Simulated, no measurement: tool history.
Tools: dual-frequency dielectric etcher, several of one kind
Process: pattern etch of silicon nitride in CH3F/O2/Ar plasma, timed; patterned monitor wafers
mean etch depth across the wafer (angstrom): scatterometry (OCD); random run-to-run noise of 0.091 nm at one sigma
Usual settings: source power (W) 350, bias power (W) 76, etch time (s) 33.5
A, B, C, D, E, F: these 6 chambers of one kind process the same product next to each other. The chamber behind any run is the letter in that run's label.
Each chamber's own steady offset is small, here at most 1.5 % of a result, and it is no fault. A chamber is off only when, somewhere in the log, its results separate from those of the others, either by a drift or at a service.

run     day  source power (W)  bias power (W)  etch time (s)  hours since the last wet clean  hours since the last source power generator calibration  hours since the last bias power generator calibration  read-back reference wafer on the same gauge, depth_nm  mean etch depth across the wafer (angstrom)
 1A   0.462               350              76           33.5                           299.2                                                   1466.3                                                 1058.2                                                 26.621                                        227.9
 2C   1.038               350              76           33.5                           512.7                                                   3909.1                                                 1074.2                                                 26.599                                        225.3
 3E   1.417               350              76           33.5                            43.9                                                   3554.8                                                  789.6                                                 26.618                                       226.09
 4F   1.796               350              76           33.5                           234.6                                                   2416.2                                                 3901.1                                                 26.584                                       225.45
       2.15  -- chamber D: wet clean of the chamber
 5B   2.321               350              76           33.5                           116.7                                                    776.3                                                 1555.1                                                 26.613                                       227.29
 6D   2.725               350              76           33.5                            13.9                                                   1526.4                                                 2608.2                                                 26.588                                        227.7
 7B   3.046               320              76             26                           134.1                                                    793.7                                                 1572.5                                                 26.603                                       169.86
 8E   3.633               320              76             26                            97.1                                                     3608                                                  842.8                                                  26.57                                       171.02
       3.65  -- chamber C: wet clean of the chamber
 9F   4.129               320              76             26                           290.6                                                   2472.2                                                 3957.1                                                 26.597                                       168.74
10C   4.725               320              76             26                            25.8                                                   3997.6                                                 1162.7                                                 26.585                                       170.47
11D   5.133               320              76             26                            71.7                                                   1584.2                                                   2666                                                 26.623                                       172.29
      5.542  -- chamber E: source power generator calibrated
12A   5.612               320              76             26                           422.8                                                   1589.9                                                 1181.8                                                 26.618                                       171.08
13C   5.933               350              76           33.5                            54.8                                                   4026.6                                                 1191.7                                                 26.582                                       226.53
14E   6.508               350              76           33.5                           166.1                                                     23.2                                                  911.8                                                 26.599                                       227.21
      6.688  -- chamber F: wet clean of the chamber
15D   6.929               350              76           33.5                           114.8                                                   1627.3                                                 2709.1                                                   26.6                                       227.42
16B   7.362               350              76           33.5                           237.7                                                    897.3                                                 1676.1                                                 26.622                                        225.9
17A   7.796               350              76           33.5                           475.2                                                   1642.3                                                 1234.2                                                 26.581                                       227.89
18F   8.196               350              76           33.5                            36.3                                                   2569.8                                                 4054.7                                                 26.603                                       225.29
19B   8.646               350              76           33.5                           268.5                                                    928.1                                                 1706.9                                                 26.594                                       226.67
20F   9.208               350              76           33.5                            60.6                                                   2594.1                                                   4079                                                 26.616                                        223.9
21E   9.658               350              76           33.5                           241.7                                                     98.8                                                  987.4                                                 26.608                                       227.28
22C  10.054               350              76           33.5                           153.7                                                   4125.5                                                 1290.6                                                 26.598                                       224.59
     10.325  -- chamber A: wet clean of the chamber
23A  10.629               350              76           33.5                             7.4                                                   1710.3                                                 1302.2                                                  26.63                                       215.27
24D  11.129               350              76           33.5                           215.6                                                   1728.1                                                 2809.9                                                  26.58                                        228.8
25D  11.483               350              76           33.5                           224.1                                                   1736.6                                                 2818.4                                                 26.592                                       227.63
26F  11.817               350              76           33.5                           123.2                                                   2656.7                                                 4141.6                                                 26.588                                       224.31
27E  12.371               300              76             30                           306.8                                                    163.9                                                 1052.5                                                 26.616                                       192.09
28C  12.733               300              76             30                             218                                                   4189.8                                                 1354.9                                                 26.606                                       191.91
     12.983  -- chamber A: source power generator calibrated
29A  13.296               300              76             30                            71.4                                                      7.5                                                 1366.2                                                  26.58                                       183.54
30B  13.833               300              76             30                             393                                                   1052.6                                                 1831.4                                                  26.59                                        192.1
31A  14.388               300              76             30                            97.6                                                     33.7                                                 1392.4                                                 26.621                                       182.69
     14.658  -- chamber C: bias power generator calibrated
32F  14.762               300              76             30                           193.9                                                   2727.4                                                 4212.3                                                 26.601                                       189.91
33D  15.379               350              76           33.5                           317.6                                                   1830.1                                                 2911.9                                                   26.6                                       227.52
34B  15.996               410              76           38.5                           444.9                                                   1104.5                                                 1883.3                                                   26.6                                       276.97
35C  16.608               410              76           38.5                             311                                                   4282.8                                                   46.8                                                 26.601                                       278.34
36E  16.946               410              76           38.5                           416.6                                                    273.7                                                 1162.3                                                 26.614                                       276.84
37C  17.283               410              76           38.5                           327.2                                                     4299                                                     63                                                 26.604                                        275.7
38B    17.7               410              76           38.5                           485.8                                                   1145.4                                                 1924.2                                                 26.608                                       277.18
39D  18.133               410              76           38.5                           383.7                                                   1896.2                                                   2978                                                 26.577                                       278.37
40F  18.425               350              76           33.5                           281.8                                                   2815.3                                                 4300.2                                                  26.58                                       224.65
41A  18.954               350              76           40.5                           207.2                                                    143.3                                                   1502                                                  26.63                                       263.17
42E  19.558               350              76           40.5                           479.3                                                    336.4                                                   1225                                                 26.604                                       271.22

Has any chamber moved away from the others, gradually or after a service, or does the common gauge drift, or do the chambers differ only by their own small steady offsets? State the chamber and the most likely cause if one applies.

A service left chamber A off against the others.
What lies behind it: etch rate under this chamber's usual, % = 4.68.

Here are 4 candidates for chamber A's next run, each the usual settings with a change, their results left as question marks. Which one brings its results back in line with what the others give on the usual settings?
Allowed miss from the other chambers' usual-settings mean, per result, to count as in line: mean etch depth across the wafer (angstrom) 3.2
43A-1  20.021               350              77             35                                                                                                                                                                                                                                                   ?
43A-2  20.021               340              75             31                                                                                                                                                                                                                                                   ?
43A-3  20.021               360              77             36                                                                                                                                                                                                                                                   ?
43A-4  20.021               330              72           33.5                                                                                                                                                                                                                                                   ?

On the usual settings, the other chambers give on average: mean etch depth across the wafer (angstrom) 226.66
  run  mean etch depth across the wafer (angstrom)
43A-1                                       227.01
43A-2                                       197.09
43A-3                                       235.96
43A-4                                       207.68
Change 43A-1 lands the chamber within the allowed miss of the other chambers.
